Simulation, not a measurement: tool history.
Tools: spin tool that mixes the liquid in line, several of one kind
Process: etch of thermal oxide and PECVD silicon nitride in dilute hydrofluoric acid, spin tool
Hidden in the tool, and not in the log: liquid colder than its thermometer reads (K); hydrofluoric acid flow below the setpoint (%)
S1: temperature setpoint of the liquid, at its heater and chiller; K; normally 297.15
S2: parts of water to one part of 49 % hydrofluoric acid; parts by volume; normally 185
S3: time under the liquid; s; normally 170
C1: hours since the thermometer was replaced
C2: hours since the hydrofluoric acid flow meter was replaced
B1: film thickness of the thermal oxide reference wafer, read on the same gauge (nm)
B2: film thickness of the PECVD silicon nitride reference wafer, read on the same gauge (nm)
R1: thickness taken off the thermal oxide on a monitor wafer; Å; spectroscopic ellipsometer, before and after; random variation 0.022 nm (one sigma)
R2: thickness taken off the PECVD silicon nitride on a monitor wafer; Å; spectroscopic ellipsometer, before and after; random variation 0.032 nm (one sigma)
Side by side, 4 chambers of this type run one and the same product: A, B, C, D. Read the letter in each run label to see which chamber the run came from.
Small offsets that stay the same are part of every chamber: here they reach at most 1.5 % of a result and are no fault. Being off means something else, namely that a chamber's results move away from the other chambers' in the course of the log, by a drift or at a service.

run     day      S1   S2   S3      C1      C2      B1      B2      R1      R2
 1C   0.633  297.15  185  170   470.2  1864.4  30.056  100.01  40.933  32.613
 2D   1.058  297.15  185  170  1314.9   533.7   29.96     100  41.153  32.763
 3B    1.45  297.15  185  170  1046.3   750.5  30.019  99.954  41.429  33.264
 4A   1.821  297.15  185  170  1051.7   738.3   30.03  100.03  41.161  32.582
 5C   2.342  297.15  185  170   511.2  1905.4   29.97     100  41.057  32.818
 6B   2.842  297.15  185  170  1079.7   783.9   29.95  100.02  41.009  33.111
 7A   3.329  297.15  185  170  1087.9   774.5  29.974  100.03   41.16  32.854
 8D   3.992  297.15  185  170  1385.3   604.1  29.952   99.99  40.529  31.934
 9D   4.404  297.15  185  170  1395.2     614  29.963   99.99  40.943  33.004
10A   4.975  297.15  185  170  1127.4     814  30.006  100.02  41.278   33.34
11B    5.45  297.15  185  170  1142.3   846.5  30.014  99.987  41.155  32.393
12C   6.021  297.15  185  170   599.5  1993.7  30.014     100  40.954  32.929
13B   6.612  301.65  185  170  1170.2   874.4  29.991  99.967  47.799  43.713
14D   6.983  301.65  185  170  1457.1   675.9   29.99  99.963  48.264  44.242
      7.154  -- chamber C: hydrofluoric acid flow meter replaced
15A   7.379  301.65  185  170  1185.1   871.7  29.961  99.979  48.789  44.026
16C   7.992  301.65  185  170   646.8    20.2  29.969  99.992  48.638  43.772
17C   8.438  297.15  185  170   657.5    30.9  29.966  99.982  40.956   32.71
18D   9.012  297.15  185  170  1505.8   724.6  29.995  99.982  40.453  32.739
19A   9.483  297.15  185  170  1235.6   922.2  29.969  99.988  41.274  32.829
20B   9.808  297.15  185  170  1246.9   951.1  30.005  100.02  40.904  33.165
21D  10.292  300.15  185  245  1536.5   755.3  29.944  99.993  65.599  57.219
22A  10.929  300.15  185  245  1270.3   956.9  30.057  100.02  65.814  57.082
23C  11.354  300.15  185  245   727.5   100.9  29.962  99.954  65.877  56.783
24B    11.7  300.15  185  245  1292.3   996.5  30.015  99.982  65.969  56.865
25B  12.088  297.15  185  170  1301.6  1005.8  29.981  99.999  40.938  32.653
26D  12.617  297.15  185  170  1592.3   811.1  30.022  100.01  40.724   32.55
27A  13.283  297.15  185  170  1326.8  1013.4   29.99  100.04  40.416  32.796
28C  13.925  297.15  185  170   789.2   162.6  30.022  99.994    41.2  32.846
29A  14.262  295.65  255  170  1350.3  1036.9  30.009  100.02  25.463   21.53
30B  14.642  295.65  255  170  1362.9  1067.1  29.973  99.979  26.188  21.847
31C  15.121  295.65  255  170   817.9   191.3   29.96  100.02  26.306  21.615
32D  15.758  295.65  255  170  1667.7   886.5  29.972  100.02  26.036  21.511
33B  16.308  297.15  185  170  1402.9  1107.1  29.999  99.986  41.231  32.442
34C  16.708  297.15  185  170     856   229.4  29.994  99.983  41.401  32.906
35A  17.354  293.15  215  170  1424.5  1111.1  29.955  100.02  28.412   21.57
36D  18.012  293.15  215  170  1721.8   940.6  29.989  100.03  29.432   21.73
37D  18.338  293.15  215  170  1729.6   948.4  29.987  100.03  29.022  21.528
38B  18.983  293.15  215  170  1467.1  1171.3  29.955  100.03   29.51  21.679
39C  19.471  297.15  185  170   922.3   295.7  29.969  100.01  41.108  32.099
40A  19.821  297.15  185  170  1483.7  1170.3  29.986  99.991  39.367  31.474
41B  20.479  297.15  185  170    1503  1207.2   30.05  100.02  40.966   32.55
42C  20.783  297.15  185  170   953.8   327.2  29.995  99.989  41.129  32.827

What goes on in this fleet: one chamber off, a drifting gauge, or nothing beyond the chambers' own small offsets? Name the chamber and the cause, if any.

Chamber A drifts away from the others.
What lies behind it: hydrofluoric acid flow below the setpoint (%) = 4.66.

Chamber A could run next with any of the 4 candidate recipes listed below; each alters the usual settings, and their results appear as question marks. Which one brings its results back in line with what the other chambers deliver on the usual settings?
Allowed miss from the other chambers' usual-settings mean, per result, to count as in line: R1 0.78 Å; R2 1.1 Å
43A-1  21.262  297.65  195  165                   ?   ?
43A-2  21.262  296.65  175  175                   ?   ?
43A-3  21.262  297.65  195  170                   ?   ?
43A-4  21.262  296.65  175  170                   ?   ?

Usual-settings mean across the other chambers: R1 40.965 Å; R2 32.651 Å
  run      R1      R2
43A-1  36.336  30.235
43A-2  42.245  33.447
43A-3  37.437  31.151
43A-4  41.038  32.491
The right change is 43A-4: it brings the chamber back within the allowed miss of the others.

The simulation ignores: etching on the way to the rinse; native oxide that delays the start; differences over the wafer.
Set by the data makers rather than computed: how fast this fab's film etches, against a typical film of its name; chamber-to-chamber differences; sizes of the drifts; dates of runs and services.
